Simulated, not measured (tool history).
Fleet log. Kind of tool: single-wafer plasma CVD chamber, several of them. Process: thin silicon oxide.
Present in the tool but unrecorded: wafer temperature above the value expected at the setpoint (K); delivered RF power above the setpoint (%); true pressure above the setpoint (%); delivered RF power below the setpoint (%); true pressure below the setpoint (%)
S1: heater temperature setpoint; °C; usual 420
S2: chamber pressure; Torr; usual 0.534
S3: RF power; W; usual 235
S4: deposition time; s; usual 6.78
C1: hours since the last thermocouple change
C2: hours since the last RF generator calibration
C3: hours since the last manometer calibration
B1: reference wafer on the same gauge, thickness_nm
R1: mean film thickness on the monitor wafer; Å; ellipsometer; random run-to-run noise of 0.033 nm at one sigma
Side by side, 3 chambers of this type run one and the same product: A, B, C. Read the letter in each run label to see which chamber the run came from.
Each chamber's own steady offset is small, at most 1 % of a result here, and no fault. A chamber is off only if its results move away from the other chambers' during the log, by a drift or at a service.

| run | day | S1 | S2 | S3 | S4 | C1 | C2 | C3 | B1 | R1 |
|---|---|---|---|---|---|---|---|---|---|---|
| 1B | 0.079 | 420 | 0.534 | 235 | 6.78 | 1286.3 | 2235.4 | 326.9 | 7.8200 | 72.604 |
| 2A | 0.250 | 420 | 0.534 | 235 | 6.78 | 720.1 | 635.6 | 945.4 | 7.8340 | 71.877 |
| 3C | 0.371 | 420 | 0.534 | 235 | 6.78 | 1508.0 | 828.6 | 2038.8 | 7.8360 | 72.147 |
| 4B | 0.550 | 420 | 0.534 | 235 | 6.78 | 1297.6 | 2246.7 | 338.2 | 7.8328 | 72.294 |
| 5C | 0.675 | 420 | 0.534 | 275 | 6.78 | 1515.3 | 835.9 | 2046.1 | 7.8273 | 77.661 |
| 6A | 0.808 | 420 | 0.534 | 275 | 6.78 | 733.5 | 649.0 | 958.8 | 7.8309 | 77.534 |
| 7B | 0.904 | 420 | 0.534 | 275 | 6.78 | 1306.1 | 2255.2 | 346.7 | 7.8290 | 78.472 |
| 8C | 1.042 | 420 | 0.534 | 235 | 6.78 | 1524.1 | 844.7 | 2054.9 | 7.8333 | 71.581 |
| 9A | 1.221 | 420 | 0.534 | 235 | 6.78 | 743.4 | 658.9 | 968.7 | 7.8301 | 71.795 |
| 10C | 1.375 | 420 | 0.534 | 235 | 6.78 | 1532.1 | 852.7 | 2062.9 | 7.8287 | 71.621 |
| 11B | 1.550 | 420 | 0.534 | 235 | 6.78 | 1321.6 | 2270.7 | 362.2 | 7.8265 | 72.154 |
| 12A | 1.675 | 420 | 0.534 | 235 | 6.78 | 754.3 | 669.8 | 979.6 | 7.8195 | 72.244 |
| 13A | 1.821 | 420 | 0.534 | 235 | 6.78 | 757.8 | 673.3 | 983.1 | 7.8339 | 71.345 |
| 14C | 1.958 | 420 | 0.534 | 235 | 6.78 | 1546.1 | 866.7 | 2076.9 | 7.8283 | 72.005 |
| 15B | 2.071 | 420 | 0.534 | 235 | 6.78 | 1334.1 | 2283.2 | 374.7 | 7.8361 | 71.708 |
| 16A | 2.238 | 420 | 0.534 | 235 | 6.78 | 767.8 | 683.3 | 993.1 | 7.8212 | 71.486 |
| 17C | 2.333 | 420 | 0.534 | 235 | 6.78 | 1555.1 | 875.7 | 2085.9 | 7.8266 | 71.231 |
| 18B | 2.467 | 420 | 0.534 | 235 | 6.78 | 1343.6 | 2292.7 | 384.2 | 7.8346 | 72.099 |
| 19A | 2.592 | 420 | 0.534 | 235 | 6.78 | 776.3 | 691.8 | 1001.6 | 7.8314 | 72.057 |
| 20C | 2.746 | 420 | 0.534 | 235 | 6.78 | 1565.0 | 885.6 | 2095.8 | 7.8357 | 70.513 |
| 21B | 2.833 | 420 | 0.534 | 235 | 6.78 | 1352.4 | 2301.5 | 393.0 | 7.8298 | 72.115 |
| 22A | 2.983 | 420 | 0.534 | 235 | 6.78 | 785.7 | 701.2 | 1011.0 | 7.8295 | 71.716 |
| 23B | 3.158 | 420 | 0.534 | 235 | 6.78 | 1360.2 | 2309.3 | 400.8 | 7.8253 | 72.578 |
| 24C | 3.262 | 420 | 0.534 | 235 | 6.78 | 1577.4 | 898.0 | 2108.2 | 7.8319 | 70.344 |
| 25B | 3.367 | 420 | 0.534 | 235 | 6.78 | 1365.2 | 2314.3 | 405.8 | 7.8324 | 72.697 |
| 26C | 3.471 | 420 | 0.534 | 235 | 6.78 | 1582.4 | 903.0 | 2113.2 | 7.8401 | 70.468 |
| 27A | 3.617 | 420 | 0.534 | 235 | 6.78 | 800.9 | 716.4 | 1026.2 | 7.8381 | 72.006 |
| 28A | 3.717 | 420 | 0.534 | 235 | 6.78 | 803.3 | 718.8 | 1028.6 | 7.8393 | 72.208 |
| 29C | 3.892 | 420 | 0.534 | 235 | 6.78 | 1592.5 | 913.1 | 2123.3 | 7.8290 | 69.662 |
| 30B | 4.029 | 420 | 0.534 | 235 | 6.78 | 1381.1 | 2330.2 | 421.7 | 7.8265 | 72.542 |
| 31A | 4.175 | 420 | 0.534 | 235 | 6.78 | 814.3 | 729.8 | 1039.6 | 7.8201 | 72.442 |
| 32C | 4.288 | 420 | 0.534 | 235 | 6.78 | 1602.0 | 922.6 | 2132.8 | 7.8313 | 69.365 |

Each of the 3 chambers runs these same settings next. Fill in every chamber's results:
| 33A | 4.417 | 428 | 0.534 | 235 | 6.78 |  |  |  |  | ? |
| 33B | 4.417 | 428 | 0.534 | 235 | 6.78 |  |  |  |  | ? |
| 33C | 4.417 | 428 | 0.534 | 235 | 6.78 |  |  |  |  | ? |

| run | R1 |
|---|---|
| 33A | 71.333 |
| 33B | 72.564 |
| 33C | 68.656 |
